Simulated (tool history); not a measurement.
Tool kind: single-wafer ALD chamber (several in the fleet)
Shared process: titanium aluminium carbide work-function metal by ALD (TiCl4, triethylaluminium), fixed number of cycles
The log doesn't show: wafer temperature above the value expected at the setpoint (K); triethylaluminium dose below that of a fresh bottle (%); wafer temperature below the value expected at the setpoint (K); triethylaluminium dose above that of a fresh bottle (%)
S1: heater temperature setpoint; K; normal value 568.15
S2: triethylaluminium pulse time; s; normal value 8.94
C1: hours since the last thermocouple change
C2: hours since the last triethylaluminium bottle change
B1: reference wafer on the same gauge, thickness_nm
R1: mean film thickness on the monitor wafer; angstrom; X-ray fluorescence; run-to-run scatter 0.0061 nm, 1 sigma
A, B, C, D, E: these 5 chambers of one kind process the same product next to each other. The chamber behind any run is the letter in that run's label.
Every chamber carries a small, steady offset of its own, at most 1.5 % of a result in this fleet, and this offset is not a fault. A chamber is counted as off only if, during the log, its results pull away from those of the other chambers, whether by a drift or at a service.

{"run": "1C", "hour": 8.1, "S1": 568.15, "S2": 8.94, "C1": 1374, "C2": 623.8, "B1": 2.0204, "R1": 19.381}
{"run": "2D", "hour": 19.3, "S1": 568.15, "S2": 8.94, "C1": 463.8, "C2": 56.1, "B1": 2.0185, "R1": 19.402}
{"run": "3A", "hour": 31.1, "S1": 568.15, "S2": 8.94, "C1": 1459.3, "C2": 1726.8, "B1": 2.0216, "R1": 19.151}
{"run": "4E", "hour": 43.9, "S1": 568.15, "S2": 8.94, "C1": 1238.2, "C2": 285.3, "B1": 2.0191, "R1": 19.241}
{"run": "5B", "hour": 52.4, "S1": 568.15, "S2": 8.94, "C1": 898.1, "C2": 1243.7, "B1": 2.02, "R1": 19.476}
{"run": "6B", "hour": 66.8, "S1": 568.15, "S2": 8.94, "C1": 912.5, "C2": 1258.1, "B1": 2.0215, "R1": 19.441}
{"run": "7D", "hour": 81.3, "S1": 568.15, "S2": 8.94, "C1": 525.8, "C2": 118.1, "B1": 2.0195, "R1": 19.379}
{"run": "8E", "hour": 93.2, "S1": 568.15, "S2": 8.94, "C1": 1287.5, "C2": 334.6, "B1": 2.0195, "R1": 19.091}
{"run": "9A", "hour": 102.3, "S1": 568.15, "S2": 8.94, "C1": 1530.5, "C2": 1798, "B1": 2.0203, "R1": 19.204}
{"run": "10C", "hour": 110.6, "S1": 568.15, "S2": 8.94, "C1": 1476.5, "C2": 726.3, "B1": 2.0204, "R1": 19.323}
{"run": "11C", "hour": 124.0, "S1": 568.15, "S2": 8.94, "C1": 1489.9, "C2": 739.7, "B1": 2.0202, "R1": 19.365}
{"run": "12B", "hour": 130.9, "S1": 568.15, "S2": 8.94, "C1": 976.6, "C2": 1322.2, "B1": 2.0205, "R1": 19.396}
{"run": "13D", "hour": 140.3, "S1": 568.15, "S2": 8.94, "C1": 584.8, "C2": 177.1, "B1": 2.0187, "R1": 19.408}
{"run": "14E", "hour": 154.8, "S1": 568.15, "S2": 8.94, "C1": 1349.1, "C2": 396.2, "B1": 2.0207, "R1": 19.095}
{"run": "15A", "hour": 163.3, "S1": 568.15, "S2": 8.94, "C1": 1591.5, "C2": 1859, "B1": 2.0208, "R1": 19.205}
{"run": "16E", "hour": 175.2, "S1": 568.15, "S2": 8.94, "C1": 1369.5, "C2": 416.6, "B1": 2.0193, "R1": 19.082}
{"run": "17C", "hour": 185.6, "S1": 568.15, "S2": 8.94, "C1": 1551.5, "C2": 801.3, "B1": 2.021, "R1": 19.365}
{"hour": 191.6, "done": "chamber E: thermocouple changed; heater temperature recalibrated"}
{"run": "18B", "hour": 200.1, "S1": 568.15, "S2": 8.94, "C1": 1045.8, "C2": 1391.4, "B1": 2.0199, "R1": 19.491}
{"run": "19D", "hour": 206.8, "S1": 568.15, "S2": 8.94, "C1": 651.3, "C2": 243.6, "B1": 2.0219, "R1": 19.38}
{"run": "20A", "hour": 221.5, "S1": 568.15, "S2": 8.94, "C1": 1649.7, "C2": 1917.2, "B1": 2.0206, "R1": 19.215}
{"hour": 221.9, "done": "chamber A: triethylaluminium bottle replaced"}
{"run": "21E", "hour": 230.7, "S1": 554.15, "S2": 8.94, "C1": 39.2, "C2": 472.1, "B1": 2.0184, "R1": 17.924}
{"run": "22B", "hour": 237.4, "S1": 554.15, "S2": 8.94, "C1": 1083.1, "C2": 1428.7, "B1": 2.0191, "R1": 18.254}
{"run": "23A", "hour": 247.6, "S1": 554.15, "S2": 8.94, "C1": 1675.8, "C2": 25.8, "B1": 2.02, "R1": 18.001}
{"run": "24C", "hour": 255.7, "S1": 554.15, "S2": 8.94, "C1": 1621.6, "C2": 871.4, "B1": 2.0205, "R1": 18.11}
{"run": "25D", "hour": 262.7, "S1": 554.15, "S2": 8.94, "C1": 707.2, "C2": 299.5, "B1": 2.0182, "R1": 18.188}
{"run": "26B", "hour": 270.2, "S1": 568.15, "S2": 8.94, "C1": 1115.9, "C2": 1461.5, "B1": 2.0195, "R1": 19.387}
{"run": "27A", "hour": 279.2, "S1": 556.15, "S2": 10.02, "C1": 1707.4, "C2": 57.4, "B1": 2.021, "R1": 18.523}
{"run": "28D", "hour": 289.9, "S1": 556.15, "S2": 10.02, "C1": 734.4, "C2": 326.7, "B1": 2.0185, "R1": 18.552}
{"run": "29E", "hour": 299.8, "S1": 556.15, "S2": 10.02, "C1": 108.3, "C2": 541.2, "B1": 2.0202, "R1": 18.356}
{"run": "30C", "hour": 313.8, "S1": 556.15, "S2": 10.02, "C1": 1679.7, "C2": 929.5, "B1": 2.02, "R1": 18.499}
{"hour": 321.0, "done": "chamber A: thermocouple changed; heater temperature recalibrated"}
{"run": "31D", "hour": 327.5, "S1": 556.15, "S2": 10.02, "C1": 772, "C2": 364.3, "B1": 2.0192, "R1": 18.644}
{"run": "32C", "hour": 339.2, "S1": 568.15, "S2": 8.94, "C1": 1705.1, "C2": 954.9, "B1": 2.0204, "R1": 19.314}
{"run": "33B", "hour": 354.1, "S1": 568.15, "S2": 8.94, "C1": 1199.8, "C2": 1545.4, "B1": 2.0184, "R1": 19.449}
{"run": "34A", "hour": 365.9, "S1": 568.15, "S2": 11.43, "C1": 45, "C2": 144.1, "B1": 2.019, "R1": 19.751}
{"run": "35E", "hour": 380.3, "S1": 568.15, "S2": 11.43, "C1": 188.8, "C2": 621.7, "B1": 2.0205, "R1": 19.576}
{"run": "36A", "hour": 394.4, "S1": 568.15, "S2": 11.43, "C1": 73.5, "C2": 172.6, "B1": 2.021, "R1": 19.632}
{"run": "37D", "hour": 405.9, "S1": 568.15, "S2": 11.43, "C1": 850.4, "C2": 442.7, "B1": 2.0204, "R1": 20.01}
{"run": "38E", "hour": 414.7, "S1": 568.15, "S2": 11.43, "C1": 223.2, "C2": 656.1, "B1": 2.019, "R1": 19.494}
{"run": "39C", "hour": 429.3, "S1": 568.15, "S2": 8.94, "C1": 1795.2, "C2": 1045, "B1": 2.021, "R1": 19.343}
{"run": "40B", "hour": 444.2, "S1": 568.15, "S2": 5.63, "C1": 1289.9, "C2": 1635.5, "B1": 2.0192, "R1": 17.347}

Each of the 5 chambers runs these same settings next. Fill in every chamber's results:
{"run": "41A", "hour": 455.2, "S1": 568.15, "S2": 8.94, "R1": "?"}
{"run": "41B", "hour": 455.2, "S1": 568.15, "S2": 8.94, "R1": "?"}
{"run": "41C", "hour": 455.2, "S1": 568.15, "S2": 8.94, "R1": "?"}
{"run": "41D", "hour": 455.2, "S1": 568.15, "S2": 8.94, "R1": "?"}
{"run": "41E", "hour": 455.2, "S1": 568.15, "S2": 8.94, "R1": "?"}

run=41A R1=19.203
run=41B R1=19.543
run=41C R1=19.276
run=41D R1=19.371
run=41E R1=18.867
